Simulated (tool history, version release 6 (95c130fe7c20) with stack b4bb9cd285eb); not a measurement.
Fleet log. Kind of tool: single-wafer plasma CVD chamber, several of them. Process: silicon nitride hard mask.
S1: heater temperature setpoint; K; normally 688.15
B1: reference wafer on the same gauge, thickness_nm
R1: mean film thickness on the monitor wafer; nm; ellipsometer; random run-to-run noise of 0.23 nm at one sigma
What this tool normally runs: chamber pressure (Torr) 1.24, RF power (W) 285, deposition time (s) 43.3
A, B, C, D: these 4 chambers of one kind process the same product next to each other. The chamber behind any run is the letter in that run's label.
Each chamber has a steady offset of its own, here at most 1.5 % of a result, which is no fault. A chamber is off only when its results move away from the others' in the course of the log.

run 1C hour=6.2 | S1=688.15 chamber_pressure_(Torr)=1.24 RF_power_(W)=285 deposition_time_(s)=43.3 | B1=38.51 | R1=44.332
run 2B hour=15.3 | S1=688.15 chamber_pressure_(Torr)=1.24 RF_power_(W)=285 deposition_time_(s)=43.3 | B1=38.513 | R1=43.617
-- hour=16.1 chamber C: RF generator calibrated
run 3A hour=22 | S1=688.15 chamber_pressure_(Torr)=1.24 RF_power_(W)=285 deposition_time_(s)=43.3 | B1=38.503 | R1=43.872
run 4D hour=30.6 | S1=688.15 chamber_pressure_(Torr)=1.24 RF_power_(W)=285 deposition_time_(s)=43.3 | B1=38.434 | R1=44.239
run 5D hour=38.8 | S1=688.15 chamber_pressure_(Torr)=1.24 RF_power_(W)=285 deposition_time_(s)=43.3 | B1=38.497 | R1=43.743
run 6A hour=45.7 | S1=688.15 chamber_pressure_(Torr)=1.24 RF_power_(W)=285 deposition_time_(s)=43.3 | B1=38.422 | R1=44.002
run 7B hour=50.9 | S1=688.15 chamber_pressure_(Torr)=1.24 RF_power_(W)=285 deposition_time_(s)=43.3 | B1=38.496 | R1=44.145
run 8C hour=59.3 | S1=688.15 chamber_pressure_(Torr)=1.24 RF_power_(W)=285 deposition_time_(s)=43.3 | B1=38.468 | R1=44.543
run 9A hour=66.2 | S1=682.15 chamber_pressure_(Torr)=1.24 RF_power_(W)=285 deposition_time_(s)=47.3 | B1=38.499 | R1=48.195
run 10D hour=72.7 | S1=682.15 chamber_pressure_(Torr)=1.24 RF_power_(W)=285 deposition_time_(s)=47.3 | B1=38.506 | R1=47.588
run 11C hour=78.5 | S1=682.15 chamber_pressure_(Torr)=1.24 RF_power_(W)=285 deposition_time_(s)=47.3 | B1=38.48 | R1=48.723
run 12B hour=88.4 | S1=682.15 chamber_pressure_(Torr)=1.24 RF_power_(W)=285 deposition_time_(s)=47.3 | B1=38.445 | R1=48.107
run 13C hour=98.1 | S1=688.15 chamber_pressure_(Torr)=1.24 RF_power_(W)=285 deposition_time_(s)=43.3 | B1=38.485 | R1=44.564
run 14A hour=104.2 | S1=688.15 chamber_pressure_(Torr)=1.24 RF_power_(W)=285 deposition_time_(s)=43.3 | B1=38.523 | R1=43.58
run 15D hour=110.4 | S1=688.15 chamber_pressure_(Torr)=1.24 RF_power_(W)=285 deposition_time_(s)=43.3 | B1=38.505 | R1=44.023
run 16B hour=117.7 | S1=688.15 chamber_pressure_(Torr)=1.24 RF_power_(W)=285 deposition_time_(s)=43.3 | B1=38.54 | R1=44.365
run 17A hour=122.3 | S1=688.15 chamber_pressure_(Torr)=1.24 RF_power_(W)=285 deposition_time_(s)=43.3 | B1=38.496 | R1=43.523
run 18B hour=126.9 | S1=688.15 chamber_pressure_(Torr)=1.24 RF_power_(W)=285 deposition_time_(s)=43.3 | B1=38.517 | R1=43.802
run 19D hour=137 | S1=688.15 chamber_pressure_(Torr)=1.24 RF_power_(W)=265 deposition_time_(s)=43.3 | B1=38.419 | R1=41.842
run 20C hour=146.2 | S1=688.15 chamber_pressure_(Torr)=1.24 RF_power_(W)=265 deposition_time_(s)=43.3 | B1=38.495 | R1=42.176
run 21D hour=154.3 | S1=688.15 chamber_pressure_(Torr)=1.24 RF_power_(W)=265 deposition_time_(s)=43.3 | B1=38.5 | R1=41.736
run 22B hour=164.1 | S1=688.15 chamber_pressure_(Torr)=1.24 RF_power_(W)=265 deposition_time_(s)=43.3 | B1=38.502 | R1=41.823
run 23A hour=172.3 | S1=688.15 chamber_pressure_(Torr)=1.24 RF_power_(W)=285 deposition_time_(s)=43.3 | B1=38.477 | R1=43.557
run 24C hour=176.9 | S1=688.15 chamber_pressure_(Torr)=1.24 RF_power_(W)=285 deposition_time_(s)=43.3 | B1=38.5 | R1=44.496
run 25C hour=182.2 | S1=688.15 chamber_pressure_(Torr)=1.24 RF_power_(W)=285 deposition_time_(s)=43.3 | B1=38.545 | R1=44.156
run 26B hour=191.1 | S1=688.15 chamber_pressure_(Torr)=1.24 RF_power_(W)=285 deposition_time_(s)=43.3 | B1=38.538 | R1=43.972
run 27A hour=197.1 | S1=688.15 chamber_pressure_(Torr)=1.24 RF_power_(W)=285 deposition_time_(s)=43.3 | B1=38.451 | R1=44.232
run 28D hour=206.2 | S1=688.15 chamber_pressure_(Torr)=1.24 RF_power_(W)=285 deposition_time_(s)=43.3 | B1=38.454 | R1=43.778
run 29C hour=216.2 | S1=688.15 chamber_pressure_(Torr)=1.11 RF_power_(W)=305 deposition_time_(s)=43.3 | B1=38.493 | R1=44.553
run 30D hour=224.1 | S1=688.15 chamber_pressure_(Torr)=1.11 RF_power_(W)=305 deposition_time_(s)=43.3 | B1=38.497 | R1=44.529
run 31A hour=234.2 | S1=688.15 chamber_pressure_(Torr)=1.11 RF_power_(W)=305 deposition_time_(s)=43.3 | B1=38.48 | R1=44.008
run 32B hour=240.9 | S1=688.15 chamber_pressure_(Torr)=1.11 RF_power_(W)=305 deposition_time_(s)=43.3 | B1=38.485 | R1=44.327
run 33D hour=247.7 | S1=688.15 chamber_pressure_(Torr)=1.24 RF_power_(W)=285 deposition_time_(s)=43.3 | B1=38.51 | R1=43.457
run 34A hour=256.5 | S1=688.15 chamber_pressure_(Torr)=1.24 RF_power_(W)=285 deposition_time_(s)=49 | B1=38.488 | R1=49.447
run 35C hour=264.8 | S1=688.15 chamber_pressure_(Torr)=1.24 RF_power_(W)=285 deposition_time_(s)=49 | B1=38.459 | R1=50.277
run 36B hour=270 | S1=688.15 chamber_pressure_(Torr)=1.24 RF_power_(W)=285 deposition_time_(s)=49 | B1=38.489 | R1=49.502
run 37C hour=279.3 | S1=688.15 chamber_pressure_(Torr)=1.24 RF_power_(W)=285 deposition_time_(s)=49 | B1=38.509 | R1=50.333
run 38D hour=288.1 | S1=688.15 chamber_pressure_(Torr)=1.24 RF_power_(W)=285 deposition_time_(s)=43.3 | B1=38.476 | R1=43.74
run 39A hour=296.1 | S1=688.15 chamber_pressure_(Torr)=1.24 RF_power_(W)=285 deposition_time_(s)=43.3 | B1=38.55 | R1=43.778
run 40B hour=306.4 | S1=688.15 chamber_pressure_(Torr)=1.24 RF_power_(W)=285 deposition_time_(s)=43.3 | B1=38.534 | R1=43.835
run 41B hour=313.5 | S1=688.15 chamber_pressure_(Torr)=1.24 RF_power_(W)=285 deposition_time_(s)=43.3 | B1=38.474 | R1=44.003
run 42C hour=318.8 | S1=688.15 chamber_pressure_(Torr)=1.24 RF_power_(W)=285 deposition_time_(s)=43.3 | B1=38.509 | R1=44.176
run 43A hour=325.8 | S1=688.15 chamber_pressure_(Torr)=1.24 RF_power_(W)=285 deposition_time_(s)=43.3 | B1=38.519 | R1=43.973
run 44D hour=330.3 | S1=688.15 chamber_pressure_(Torr)=1.24 RF_power_(W)=285 deposition_time_(s)=43.3 | B1=38.486 | R1=43.84

For the next run the whole fleet of 4 chambers uses the same settings. Give each chamber's results:
run 45A hour=337.7 | S1=688.15 chamber_pressure_(Torr)=1.24 RF_power_(W)=320 deposition_time_(s)=43.3 | R1=?
run 45B hour=337.7 | S1=688.15 chamber_pressure_(Torr)=1.24 RF_power_(W)=320 deposition_time_(s)=43.3 | R1=?
run 45C hour=337.7 | S1=688.15 chamber_pressure_(Torr)=1.24 RF_power_(W)=320 deposition_time_(s)=43.3 | R1=?
run 45D hour=337.7 | S1=688.15 chamber_pressure_(Torr)=1.24 RF_power_(W)=320 deposition_time_(s)=43.3 | R1=?

run=45A R1=47.294
run=45B R1=47.454
run=45C R1=47.953
run=45D R1=47.648
